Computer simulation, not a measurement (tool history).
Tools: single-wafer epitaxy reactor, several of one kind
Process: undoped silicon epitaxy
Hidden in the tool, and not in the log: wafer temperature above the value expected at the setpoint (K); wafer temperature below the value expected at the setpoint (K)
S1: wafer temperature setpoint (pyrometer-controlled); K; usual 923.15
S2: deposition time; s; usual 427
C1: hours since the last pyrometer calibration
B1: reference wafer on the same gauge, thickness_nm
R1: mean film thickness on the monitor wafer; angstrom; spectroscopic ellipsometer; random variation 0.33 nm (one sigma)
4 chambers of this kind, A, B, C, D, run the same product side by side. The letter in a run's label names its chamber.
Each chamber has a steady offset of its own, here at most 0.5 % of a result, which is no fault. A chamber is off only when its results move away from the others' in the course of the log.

{"run": "1D", "day": 0.258, "S1": 923.15, "S2": 427, "C1": 356.9, "B1": 80.403, "R1": 718.47}
{"run": "2C", "day": 0.662, "S1": 923.15, "S2": 427, "C1": 1402.6, "B1": 80.404, "R1": 710.5}
{"run": "3A", "day": 0.996, "S1": 923.15, "S2": 427, "C1": 1359.1, "B1": 80.407, "R1": 716.22}
{"run": "4B", "day": 1.533, "S1": 923.15, "S2": 427, "C1": 955.3, "B1": 80.295, "R1": 714.46}
{"run": "5D", "day": 1.879, "S1": 923.15, "S2": 427, "C1": 395.8, "B1": 80.367, "R1": 719.47}
{"run": "6B", "day": 2.417, "S1": 923.15, "S2": 356, "C1": 976.5, "B1": 80.443, "R1": 597.15}
{"run": "7C", "day": 2.796, "S1": 923.15, "S2": 356, "C1": 1453.8, "B1": 80.363, "R1": 592.33}
{"run": "8A", "day": 3.138, "S1": 923.15, "S2": 356, "C1": 1410.5, "B1": 80.409, "R1": 597.25}
{"run": "9C", "day": 3.383, "S1": 923.15, "S2": 356, "C1": 1467.9, "B1": 80.489, "R1": 594.34}
{"run": "10B", "day": 3.75, "S1": 923.15, "S2": 427, "C1": 1008.5, "B1": 80.257, "R1": 719.07}
{"run": "11D", "day": 4.262, "S1": 923.15, "S2": 427, "C1": 453.0, "B1": 80.384, "R1": 726.86}
{"run": "12A", "day": 4.788, "S1": 915.15, "S2": 427, "C1": 1450.1, "B1": 80.242, "R1": 605.11}
{"run": "13C", "day": 5.321, "S1": 915.15, "S2": 427, "C1": 1514.4, "B1": 80.52, "R1": 595.91}
{"run": "14D", "day": 5.862, "S1": 915.15, "S2": 427, "C1": 491.4, "B1": 80.388, "R1": 602.68}
{"day": 5.971, "done": "chamber A: pyrometer calibrated"}
{"run": "15A", "day": 6.229, "S1": 915.15, "S2": 427, "C1": 6.3, "B1": 80.496, "R1": 603.7}
{"run": "16B", "day": 6.679, "S1": 923.15, "S2": 427, "C1": 1078.8, "B1": 80.514, "R1": 721.77}
{"run": "17C", "day": 6.967, "S1": 923.15, "S2": 427, "C1": 1553.9, "B1": 80.535, "R1": 712.51}
{"run": "18A", "day": 7.208, "S1": 923.15, "S2": 427, "C1": 29.8, "B1": 80.445, "R1": 721.11}
{"run": "19B", "day": 7.454, "S1": 931.15, "S2": 427, "C1": 1097.4, "B1": 80.451, "R1": 852.3}
{"run": "20D", "day": 7.8, "S1": 931.15, "S2": 427, "C1": 537.9, "B1": 80.295, "R1": 858.0}
{"run": "21C", "day": 8.312, "S1": 931.15, "S2": 427, "C1": 1586.2, "B1": 80.401, "R1": 851.52}
{"run": "22A", "day": 8.821, "S1": 931.15, "S2": 427, "C1": 68.5, "B1": 80.381, "R1": 859.88}
{"run": "23B", "day": 9.146, "S1": 923.15, "S2": 427, "C1": 1138.0, "B1": 80.426, "R1": 718.86}
{"run": "24D", "day": 9.525, "S1": 923.15, "S2": 427, "C1": 579.3, "B1": 80.387, "R1": 715.68}
{"run": "25A", "day": 9.925, "S1": 923.15, "S2": 427, "C1": 95.0, "B1": 80.4, "R1": 723.73}
{"run": "26C", "day": 10.342, "S1": 923.15, "S2": 427, "C1": 1634.9, "B1": 80.376, "R1": 715.01}
{"run": "27D", "day": 10.804, "S1": 923.15, "S2": 427, "C1": 610.0, "B1": 80.429, "R1": 724.09}
{"run": "28B", "day": 11.342, "S1": 923.15, "S2": 427, "C1": 1190.7, "B1": 80.405, "R1": 724.81}
{"run": "29A", "day": 11.879, "S1": 923.15, "S2": 427, "C1": 141.9, "B1": 80.352, "R1": 714.77}
{"run": "30C", "day": 12.325, "S1": 923.15, "S2": 427, "C1": 1682.5, "B1": 80.354, "R1": 717.56}
{"run": "31D", "day": 12.792, "S1": 923.15, "S2": 427, "C1": 657.7, "B1": 80.433, "R1": 713.11}
{"run": "32B", "day": 13.325, "S1": 923.15, "S2": 427, "C1": 1238.3, "B1": 80.476, "R1": 718.77}
{"run": "33A", "day": 13.779, "S1": 923.15, "S2": 427, "C1": 187.5, "B1": 80.479, "R1": 717.22}
{"run": "34B", "day": 14.329, "S1": 923.15, "S2": 427, "C1": 1262.4, "B1": 80.375, "R1": 718.76}
{"run": "35D", "day": 14.825, "S1": 923.15, "S2": 427, "C1": 706.5, "B1": 80.369, "R1": 716.27}
{"run": "36C", "day": 15.162, "S1": 923.15, "S2": 427, "C1": 1750.6, "B1": 80.408, "R1": 714.59}
{"run": "37D", "day": 15.688, "S1": 923.15, "S2": 427, "C1": 727.2, "B1": 80.354, "R1": 719.21}
{"run": "38B", "day": 16.05, "S1": 923.15, "S2": 427, "C1": 1303.7, "B1": 80.42, "R1": 710.31}
{"run": "39A", "day": 16.467, "S1": 923.15, "S2": 427, "C1": 252.0, "B1": 80.418, "R1": 716.08}
{"run": "40C", "day": 16.838, "S1": 923.15, "S2": 427, "C1": 1790.8, "B1": 80.443, "R1": 713.85}
{"run": "41B", "day": 17.138, "S1": 923.15, "S2": 427, "C1": 1329.8, "B1": 80.3, "R1": 720.33}
{"run": "42A", "day": 17.617, "S1": 923.15, "S2": 427, "C1": 279.6, "B1": 80.375, "R1": 718.88}

All 4 chambers run these settings next. Forecast each chamber's results:
{"run": "43A", "day": 18.017, "S1": 923.15, "S2": 484, "R1": "?"}
{"run": "43B", "day": 18.017, "S1": 923.15, "S2": 484, "R1": "?"}
{"run": "43C", "day": 18.017, "S1": 923.15, "S2": 484, "R1": "?"}
{"run": "43D", "day": 18.017, "S1": 923.15, "S2": 484, "R1": "?"}

run=43A R1=816.96
run=43B R1=817.75
run=43C R1=805.37
run=43D R1=814.50
